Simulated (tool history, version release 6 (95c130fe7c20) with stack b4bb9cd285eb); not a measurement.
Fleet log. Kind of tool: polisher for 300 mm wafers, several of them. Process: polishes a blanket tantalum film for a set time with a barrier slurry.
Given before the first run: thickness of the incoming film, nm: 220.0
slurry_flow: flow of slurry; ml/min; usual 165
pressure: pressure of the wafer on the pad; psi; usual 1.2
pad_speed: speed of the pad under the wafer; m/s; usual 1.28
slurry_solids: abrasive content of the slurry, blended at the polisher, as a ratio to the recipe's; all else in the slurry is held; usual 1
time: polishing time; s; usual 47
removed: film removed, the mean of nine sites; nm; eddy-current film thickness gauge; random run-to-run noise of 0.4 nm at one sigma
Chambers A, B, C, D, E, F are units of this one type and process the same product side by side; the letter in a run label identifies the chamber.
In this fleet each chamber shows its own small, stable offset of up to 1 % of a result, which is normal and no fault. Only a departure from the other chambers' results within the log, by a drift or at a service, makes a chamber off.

run,hour,slurry_flow,pressure,pad_speed,slurry_solids,time,wafers polished on this pad,hours since the slurry nozzle was cleaned,hours since the head pressure was calibrated,hours since the slurry blender was calibrated,removed
1D,10.2,165,1.2,1.28,1,47,696,281.8,701.3,300.4,52.886
# hour 11.3: chamber E: worn pad replaced by a new one
# hour 12.2: chamber F: head pressure recalibrated
2C,19.2,165,1.2,1.28,1,47,941,388.2,691,219.9,54.166
# hour 19.5: chamber A: slurry blender recalibrated
# hour 22.7: chamber E: slurry nozzle cleaned
# hour 25.3: chamber D: worn pad replaced by a new one
3A,27.2,165,1.2,1.28,1,47,706,516.1,417.6,7.7,54.27
4B,33.6,165,1.2,1.28,1,47,735,393.8,280.9,199.7,53.948
# hour 36: chamber A: worn pad replaced by a new one
# hour 36.9: chamber F: worn pad replaced by a new one
5F,38.5,165,1.2,1.28,1,47,23,50.9,26.3,88.4,52.886
# hour 39.1: chamber E: slurry blender recalibrated
# hour 44.4: chamber C: worn pad replaced by a new one
6E,48.2,165,1.2,1.28,1,47,539,25.5,661.7,9.2,53.101
7E,57.8,165,1.2,1.28,1,47,680,35.1,671.3,18.8,54.098
# hour 58.1: chamber D: slurry nozzle cleaned
8D,65,165,1.2,1.28,1,47,581,7,756.1,355.2,52.923
9C,71.4,165,1.2,1.28,1,47,396,440.4,743.2,272.1,53.256
10F,78.8,165,1.2,1.28,1,47,613,91.2,66.6,128.7,54.158
# hour 81.2: chamber E: worn pad replaced by a new one
# hour 82.1: chamber D: worn pad replaced by a new one
# hour 84.4: chamber B: worn pad replaced by a new one
11B,86.2,165,1.2,1.28,1,47,27,446.4,333.5,252.3,53.519
# hour 95.1: chamber A: worn pad replaced by a new one
12A,96.4,165,1.2,1.28,1,47,20,585.3,486.8,76.9,53.726
# hour 97.6: chamber F: worn pad replaced by a new one
13B,105.6,165,1.2,1.28,1,47,311,465.8,352.9,271.7,53.565
14F,114.9,165,1.2,1.28,1,47,254,127.3,102.7,164.8,52.886
# hour 117.4: chamber D: slurry blender recalibrated
15C,121.9,165,1.2,1.28,1,47,1134,490.9,793.7,322.6,53.46
16A,127.9,215,1.2,1.28,1,32,481,616.8,518.3,108.4,38.135
# hour 130.4: chamber A: slurry nozzle cleaned
17E,133.1,215,1.2,1.28,1,32,760,110.4,746.6,94.1,37.802
# hour 134.3: chamber C: worn pad replaced by a new one
18D,142.8,215,1.2,1.28,1,32,888,84.8,833.9,25.5,38.06
# hour 144.1: chamber E: worn pad replaced by a new one
19F,151.2,215,1.2,1.28,1,32,785,163.6,139,201.1,37.533
# hour 151.3: chamber D: worn pad replaced by a new one
# hour 156.9: chamber F: worn pad replaced by a new one
# hour 157.3: chamber A: slurry blender recalibrated
20E,159.6,215,1.2,1.28,1,32,226,136.9,773.1,120.6,38.415
# hour 167.9: chamber A: worn pad replaced by a new one
21D,169.4,215,1.2,1.28,1,32,265,111.4,860.5,52.1,38.083
# hour 174.6: chamber B: worn pad replaced by a new one
22C,175.3,165,1.2,1.28,1,47,600,544.3,847.1,376,53.613
# hour 179.9: chamber F: slurry blender recalibrated
23B,181.1,165,1.2,1.28,1,47,95,541.3,428.4,347.2,53.085
# hour 186.6: chamber A: head pressure recalibrated
24A,188.2,165,1.2,1.28,1,47,297,57.9,1.7,30.9,54.116
25F,196.3,165,1.2,1.28,1,47,576,208.7,184.1,16.5,53.725
26E,201,115,1.2,1.28,1,47,832,178.3,814.5,162,50.242
# hour 202.8: chamber E: worn pad replaced by a new one
# hour 208.1: chamber D: worn pad replaced by a new one
27B,211.3,115,1.2,1.28,1,47,537,571.5,458.6,377.4,49.02
28D,218.3,115,1.2,1.28,1,47,149,160.3,909.4,101,50.249
# hour 224: chamber C: worn pad replaced by a new one
# hour 227.9: chamber F: worn pad replaced by a new one
29A,228.3,115,1.2,1.28,1,47,884,98,41.8,71,50.501
# hour 235.3: chamber A: worn pad replaced by a new one
30C,236.9,115,1.2,1.28,1,47,189,605.9,908.7,437.6,50.207
31F,245.8,115,1.2,1.28,1,47,262,258.2,233.6,66,49.902
32B,254.4,165,1.2,1.28,1,47,1167,614.6,501.7,420.5,53.568
33E,262.3,165,1.2,1.28,1,47,871,239.6,875.8,223.3,53.973
# hour 263.6: chamber E: worn pad replaced by a new one
# hour 267.8: chamber B: worn pad replaced by a new one
34C,269.4,165,1.2,1.28,1,47,664,638.4,941.2,470.1,52.663
35D,274.1,165,1.2,1.28,1,47,966,216.1,965.2,156.8,52.968
36A,282.7,165,1,1.28,1,53,694,152.4,96.2,125.4,50.595
# hour 284: chamber B: slurry blender recalibrated
# hour 284.3: chamber D: worn pad replaced by a new one
37E,291.1,165,1,1.28,1,53,403,268.4,904.6,252.1,50.401
# hour 298.7: chamber A: worn pad replaced by a new one
# hour 298.7: chamber E: head pressure recalibrated
# hour 298.8: chamber C: slurry blender recalibrated
38A,299.9,165,1,1.28,1,53,18,169.6,113.4,142.6,50.379
# hour 301.7: chamber F: worn pad replaced by a new one
# hour 302.6: chamber C: worn pad replaced by a new one
39C,305.7,165,1,1.28,1,53,46,674.7,977.5,7,50.597
40B,310.5,165,1,1.28,1,53,625,670.7,557.8,26.6,50.292
# hour 319.5: chamber E: slurry blender recalibrated
41D,320,165,1,1.28,1,53,523,262,1011.1,202.7,50.303
42F,324.6,165,1.2,1.28,1,47,335,337,312.4,144.8,53.017
# hour 329: chamber E: worn pad replaced by a new one
43E,333,165,1.2,1.28,1,47,58,310.3,34.4,13.5,53.624

Has any chamber moved away from the others, gradually or after a service, or does the common gauge drift, or do the chambers differ only by their own small steady offsets? State the chamber and the most likely cause if one applies.

Neither any chamber nor the gauge drifts; the chambers differ only by their own small, steady offsets.
